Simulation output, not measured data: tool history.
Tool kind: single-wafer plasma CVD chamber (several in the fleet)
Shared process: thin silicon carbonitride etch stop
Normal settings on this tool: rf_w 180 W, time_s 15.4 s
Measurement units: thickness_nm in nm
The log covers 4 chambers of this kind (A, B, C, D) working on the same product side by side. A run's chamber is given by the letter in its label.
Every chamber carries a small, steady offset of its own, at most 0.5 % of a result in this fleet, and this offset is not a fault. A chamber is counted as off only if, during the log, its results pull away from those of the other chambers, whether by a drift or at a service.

run   hour  rf_w  time_s  hours since the last thermocouple change  hours since the last RF generator calibration  read-back reference wafer on the same gauge, thickness_nm  thickness_nm
 1D    9.1   180    15.4                                     421.8                                          149.1                                                     9.8937        8.5417
 2B   15.1   180    15.4                                    1024.3                                          770.7                                                     9.8928        8.5277
 3C   23.6   180    15.4                                     319.9                                          794.3                                                     9.8947        8.5034
 4A   34.2   180    15.4                                    1305.3                                          935.8                                                     9.8958        8.5118
 5B   41.7   180    15.4                                    1050.9                                          797.3                                                     9.8935        8.5452
 6D   50.4   180    15.4                                     463.1                                          190.4                                                     9.8980        8.5413
 7C   57.6   180    15.4                                     353.9                                          828.3                                                     9.8972        8.5196
 8A   67.5   180    17.0                                    1338.6                                          969.1                                                     9.8980        9.3719
 9D   76.9   180    17.0                                     489.6                                          216.9                                                     9.9033        9.4319
10A   85.5   180    17.0                                    1356.6                                          987.1                                                     9.9051        9.3970
11C   93.0   180    17.0                                     389.3                                          863.7                                                     9.9017        9.4337
12B   99.5   180    17.2                                    1108.7                                          855.1                                                     9.9101        9.5840
13D  105.1   180    17.2                                     517.8                                          245.1                                                     9.9059        9.5341
14C  112.1   180    17.2                                     408.4                                          882.8                                                     9.9046        9.5369
15B  118.9   180    17.2                                    1128.1                                          874.5                                                     9.9097        9.5512
16A  127.5   180    15.4                                    1398.6                                         1029.1                                                     9.9104        8.5314
17C  135.9   180    15.4                                     432.2                                          906.6                                                     9.9189        8.5304
18A  145.3   145    15.4                                    1416.4                                         1046.9                                                     9.9142        7.9897
19D  150.1   145    15.4                                     562.8                                          290.1                                                     9.9131        7.9920
20B  160.3   145    15.4                                    1169.5                                          915.9                                                     9.9188        8.0246
21D  169.4   145    15.4                                     582.1                                          309.4                                                     9.9206        8.0467
22A  180.0   180    15.4                                    1451.1                                         1081.6                                                     9.9229        8.5189
23C  185.5   180    15.4                                     481.8                                          956.2                                                     9.9200        8.5679
24B  194.1   180    15.4                                    1203.3                                          949.7                                                     9.9216        8.5561
25A  199.1   200    17.3                                    1470.2                                         1100.7                                                     9.9185        9.8706
26B  207.8   200    17.3                                    1217.0                                          963.4                                                     9.9248        9.9366
27D  215.7   200    17.3                                     628.4                                          355.7                                                     9.9260        9.9329
28C  224.9   200    17.3                                     521.2                                          995.6                                                     9.9281        9.9198
29D  234.6   180    15.4                                     647.3                                          374.6                                                     9.9280        8.6030
30A  241.3   180    15.4                                    1512.4                                         1142.9                                                     9.9297        8.5681
31B  249.1   180    15.4                                    1258.3                                         1004.7                                                     9.9343        8.5960
32C  259.5   180    15.4                                     555.8                                         1030.2                                                     9.9350        8.5488
33A  267.7   180    15.4                                    1538.8                                         1169.3                                                     9.9351        8.5541
34D  275.9   180    15.4                                     688.6                                          415.9                                                     9.9386        8.5650
35B  281.3   180    15.4                                    1290.5                                         1036.9                                                     9.9395        8.5836
36C  286.4   180    15.4                                     582.7                                         1057.1                                                     9.9389        8.5625
37A  296.1   180    15.4                                    1567.2                                         1197.7                                                     9.9419        8.5299
38D  306.8   180    15.4                                     719.5                                          446.8                                                     9.9447        8.5889
39B  312.7   180    15.4                                    1321.9                                         1068.3                                                     9.9425        8.5829
40C  319.2   180    15.4                                     615.5                                         1089.9                                                     9.9446        8.5636
41C  324.1   180    15.4                                     620.4                                         1094.8                                                     9.9434        8.5676
42A  332.4   180    15.4                                    1603.5                                         1234.0                                                     9.9475        8.5536
43D  341.4   200    15.4                                     754.1                                          481.4                                                     9.9494        8.8473
44B  348.1   200    15.4                                    1357.3                                         1103.7                                                     9.9511        8.8641

One chamber off, gauge drift, or nothing amiss beyond the chambers' own small offsets? If it is a chamber, which one, and what is the likeliest cause?

The gauge drifts, so all chambers seem to drift together. No chamber is off.
Most likely cause: gauge reads high (%) = 0.616.
